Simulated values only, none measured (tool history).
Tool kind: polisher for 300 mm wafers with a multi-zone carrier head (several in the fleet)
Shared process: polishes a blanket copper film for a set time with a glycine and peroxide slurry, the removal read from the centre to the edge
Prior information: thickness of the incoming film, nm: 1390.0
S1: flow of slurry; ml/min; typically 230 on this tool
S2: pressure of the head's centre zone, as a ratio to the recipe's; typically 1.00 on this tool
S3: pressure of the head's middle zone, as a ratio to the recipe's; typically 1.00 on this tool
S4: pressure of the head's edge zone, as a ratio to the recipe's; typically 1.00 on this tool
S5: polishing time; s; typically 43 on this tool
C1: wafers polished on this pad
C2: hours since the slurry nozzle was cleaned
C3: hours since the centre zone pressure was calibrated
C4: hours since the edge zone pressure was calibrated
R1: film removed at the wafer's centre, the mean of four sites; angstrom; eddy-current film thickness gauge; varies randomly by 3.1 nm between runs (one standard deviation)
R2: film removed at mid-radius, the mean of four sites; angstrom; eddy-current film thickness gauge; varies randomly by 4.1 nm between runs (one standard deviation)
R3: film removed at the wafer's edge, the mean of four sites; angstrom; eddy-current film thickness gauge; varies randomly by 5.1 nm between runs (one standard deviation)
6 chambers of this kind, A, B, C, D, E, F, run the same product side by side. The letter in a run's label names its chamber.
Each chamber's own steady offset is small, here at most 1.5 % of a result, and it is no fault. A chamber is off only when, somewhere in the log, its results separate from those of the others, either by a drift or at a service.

| run | hour | S1 | S2 | S3 | S4 | S5 | C1 | C2 | C3 | C4 | R1 | R2 | R3 |
|---|---|---|---|---|---|---|---|---|---|---|---|---|---|
| 1A | 5.3 | 230 | 1.00 | 1.00 | 1.00 | 43 | 914 | 528.3 | 566.4 | 587.2 | 3485.3 | 3494.8 | 3481.3 |
|  | 5.6 | chamber A: worn pad replaced by a new one |
| 2E | 14.5 | 230 | 1.00 | 1.00 | 1.00 | 43 | 626 | 191.0 | 752.7 | 171.3 | 3525.9 | 3497.0 | 3415.9 |
| 3D | 18.6 | 230 | 1.00 | 1.00 | 1.00 | 43 | 251 | 392.8 | 603.9 | 1133.9 | 3544.1 | 3614.5 | 3462.4 |
| 4C | 24.9 | 230 | 1.00 | 1.00 | 1.00 | 43 | 1115 | 74.7 | 109.3 | 89.5 | 3531.3 | 3525.9 | 3579.3 |
| 5F | 32.2 | 230 | 1.00 | 1.00 | 1.00 | 43 | 477 | 141.8 | 939.5 | 878.7 | 3635.9 | 3584.2 | 3612.2 |
|  | 34.9 | chamber E: worn pad replaced by a new one |
|  | 36.1 | chamber C: worn pad replaced by a new one |
| 6B | 39.0 | 230 | 1.00 | 1.00 | 1.00 | 43 | 1001 | 386.6 | 825.0 | 743.5 | 3564.6 | 3459.5 | 3546.2 |
| 7D | 43.4 | 230 | 1.00 | 1.00 | 1.00 | 43 | 539 | 417.6 | 628.7 | 1158.7 | 3562.7 | 3508.6 | 3590.3 |
| 8E | 47.5 | 230 | 1.00 | 1.00 | 0.95 | 43 | 147 | 224.0 | 785.7 | 204.3 | 3521.0 | 3465.4 | 3289.8 |
|  | 47.7 | chamber A: slurry nozzle cleaned |
|  | 51.6 | chamber F: worn pad replaced by a new one |
| 9A | 56.0 | 230 | 1.00 | 1.00 | 0.95 | 43 | 584 | 8.3 | 617.1 | 637.9 | 3523.9 | 3511.8 | 3517.3 |
| 10C | 60.2 | 230 | 1.00 | 1.00 | 0.95 | 43 | 280 | 110.0 | 144.6 | 124.8 | 3453.1 | 3538.6 | 3367.0 |
| 11B | 66.1 | 230 | 1.00 | 1.00 | 0.95 | 43 | 1315 | 413.7 | 852.1 | 770.6 | 3656.9 | 3532.7 | 3394.5 |
|  | 66.7 | chamber D: worn pad replaced by a new one |
|  | 69.6 | chamber B: edge zone pressure recalibrated |
|  | 71.4 | chamber A: worn pad replaced by a new one |
| 12F | 75.3 | 230 | 1.00 | 1.00 | 0.95 | 43 | 275 | 184.9 | 982.6 | 921.8 | 3624.4 | 3544.4 | 3411.2 |
|  | 78.7 | chamber B: worn pad replaced by a new one |
| 13F | 82.3 | 230 | 1.00 | 1.00 | 0.95 | 43 | 356 | 191.9 | 989.6 | 928.8 | 3578.9 | 3546.9 | 3534.0 |
| 14B | 88.7 | 230 | 1.11 | 1.00 | 1.00 | 47 | 116 | 436.3 | 874.7 | 19.1 | 4311.0 | 3905.5 | 3729.9 |
|  | 97.7 | chamber E: worn pad replaced by a new one |
| 15A | 97.7 | 230 | 1.11 | 1.00 | 1.00 | 47 | 305 | 50.0 | 658.8 | 679.6 | 4310.0 | 3837.6 | 3884.2 |
| 16D | 104.7 | 230 | 1.11 | 1.00 | 1.00 | 47 | 441 | 478.9 | 690.0 | 1220.0 | 4346.7 | 3872.4 | 3858.1 |
| 17E | 111.3 | 230 | 1.11 | 1.00 | 1.00 | 47 | 157 | 287.8 | 849.5 | 268.1 | 4265.8 | 3705.2 | 3766.4 |
|  | 113.9 | chamber F: worn pad replaced by a new one |
| 18C | 119.8 | 230 | 1.11 | 1.00 | 1.00 | 47 | 971 | 169.6 | 204.2 | 184.4 | 4371.2 | 3839.9 | 3830.6 |
|  | 120.4 | chamber D: worn pad replaced by a new one |
| 19E | 125.3 | 230 | 1.11 | 1.00 | 1.00 | 47 | 320 | 301.8 | 863.5 | 282.1 | 4280.3 | 3776.7 | 3778.8 |
| 20B | 132.6 | 230 | 1.00 | 0.95 | 1.00 | 50 | 625 | 480.2 | 918.6 | 63.0 | 4169.7 | 3932.5 | 3999.9 |
| 21A | 138.6 | 230 | 1.00 | 0.95 | 1.00 | 50 | 779 | 90.9 | 699.7 | 720.5 | 4107.5 | 3881.5 | 4165.4 |
|  | 142.5 | chamber A: worn pad replaced by a new one |
| 22C | 147.8 | 230 | 1.00 | 0.95 | 1.00 | 50 | 1296 | 197.6 | 232.2 | 212.4 | 4125.6 | 3897.3 | 4114.6 |
|  | 151.3 | chamber C: worn pad replaced by a new one |
|  | 152.1 | chamber D: centre zone pressure recalibrated |
| 23F | 154.9 | 230 | 1.00 | 0.95 | 1.00 | 50 | 476 | 264.5 | 1062.2 | 1001.4 | 4119.4 | 3987.5 | 4126.5 |
| 24D | 163.1 | 230 | 1.00 | 0.95 | 1.00 | 50 | 496 | 537.3 | 11.1 | 1278.4 | 4096.9 | 3843.2 | 4212.3 |
|  | 163.3 | chamber E: worn pad replaced by a new one |
|  | 168.8 | chamber F: worn pad replaced by a new one |
| 25D | 169.9 | 230 | 1.00 | 0.95 | 1.00 | 50 | 575 | 544.1 | 17.9 | 1285.2 | 4119.4 | 3985.8 | 4032.4 |
| 26C | 174.6 | 230 | 1.00 | 1.00 | 1.00 | 43 | 270 | 224.4 | 259.0 | 239.2 | 3562.8 | 3499.3 | 3587.6 |
| 27F | 183.4 | 230 | 1.00 | 1.00 | 1.00 | 43 | 170 | 293.0 | 1090.7 | 1029.9 | 3566.2 | 3536.1 | 3540.0 |
|  | 186.8 | chamber B: worn pad replaced by a new one |
|  | 189.1 | chamber D: worn pad replaced by a new one |
| 28B | 191.9 | 230 | 1.00 | 1.00 | 1.00 | 43 | 59 | 539.5 | 977.9 | 122.3 | 3531.8 | 3477.8 | 3477.8 |
| 29E | 199.9 | 230 | 1.00 | 1.00 | 1.00 | 43 | 424 | 376.4 | 938.1 | 356.7 | 3455.6 | 3422.9 | 3458.3 |
|  | 201.9 | chamber A: edge zone pressure recalibrated |
|  | 206.4 | chamber A: worn pad replaced by a new one |
| 30A | 209.2 | 230 | 1.00 | 1.00 | 1.00 | 43 | 33 | 161.5 | 770.3 | 7.4 | 3515.1 | 3482.6 | 3558.5 |
| 31A | 214.8 | 230 | 1.00 | 1.00 | 1.00 | 43 | 98 | 167.1 | 775.9 | 13.0 | 3537.7 | 3582.7 | 3507.0 |
| 32F | 219.5 | 230 | 1.00 | 1.00 | 1.00 | 43 | 588 | 329.1 | 1126.8 | 1066.0 | 3626.7 | 3540.1 | 3610.1 |
| 33C | 227.4 | 230 | 1.00 | 1.00 | 1.00 | 43 | 882 | 277.2 | 311.8 | 292.0 | 3557.6 | 3560.1 | 3507.5 |
| 34D | 234.9 | 230 | 1.00 | 1.00 | 1.00 | 38 | 532 | 609.1 | 82.9 | 1350.2 | 3187.7 | 3147.5 | 3095.3 |
|  | 236.4 | chamber E: worn pad replaced by a new one |
| 35B | 241.5 | 230 | 1.00 | 1.00 | 1.00 | 38 | 634 | 589.1 | 1027.5 | 171.9 | 3143.0 | 3139.4 | 3150.4 |
|  | 246.2 | chamber D: worn pad replaced by a new one |
| 36E | 247.5 | 230 | 1.00 | 1.00 | 1.00 | 38 | 129 | 424.0 | 985.7 | 404.3 | 2978.9 | 2956.2 | 3056.0 |
| 37A | 254.7 | 230 | 1.00 | 1.00 | 1.00 | 38 | 560 | 207.0 | 815.8 | 52.9 | 3109.9 | 3150.9 | 3145.1 |
| 38E | 262.3 | 230 | 1.00 | 1.00 | 1.00 | 38 | 301 | 438.8 | 1000.5 | 419.1 | 2922.8 | 3037.8 | 2970.7 |
| 39D | 266.7 | 230 | 1.00 | 1.00 | 1.00 | 38 | 238 | 640.9 | 114.7 | 1382.0 | 3175.9 | 3163.1 | 3157.6 |

Next, every chamber runs the same settings. What will each give?
| 40A | 273.3 | 230 | 1.00 | 1.00 | 1.00 | 43 |  |  |  |  | ? | ? | ? |
| 40B | 273.3 | 230 | 1.00 | 1.00 | 1.00 | 43 |  |  |  |  | ? | ? | ? |
| 40C | 273.3 | 230 | 1.00 | 1.00 | 1.00 | 43 |  |  |  |  | ? | ? | ? |
| 40D | 273.3 | 230 | 1.00 | 1.00 | 1.00 | 43 |  |  |  |  | ? | ? | ? |
| 40E | 273.3 | 230 | 1.00 | 1.00 | 1.00 | 43 |  |  |  |  | ? | ? | ? |
| 40F | 273.3 | 230 | 1.00 | 1.00 | 1.00 | 43 |  |  |  |  | ? | ? | ? |

| run | R1 | R2 | R3 |
|---|---|---|---|
| 40A | 3500.7 | 3505.1 | 3614.9 |
| 40B | 3567.1 | 3478.3 | 3514.8 |
| 40C | 3518.2 | 3458.6 | 3502.7 |
| 40D | 3576.4 | 3522.6 | 3474.2 |
| 40E | 3352.5 | 3380.3 | 3345.1 |
| 40F | 3538.3 | 3458.5 | 3584.5 |
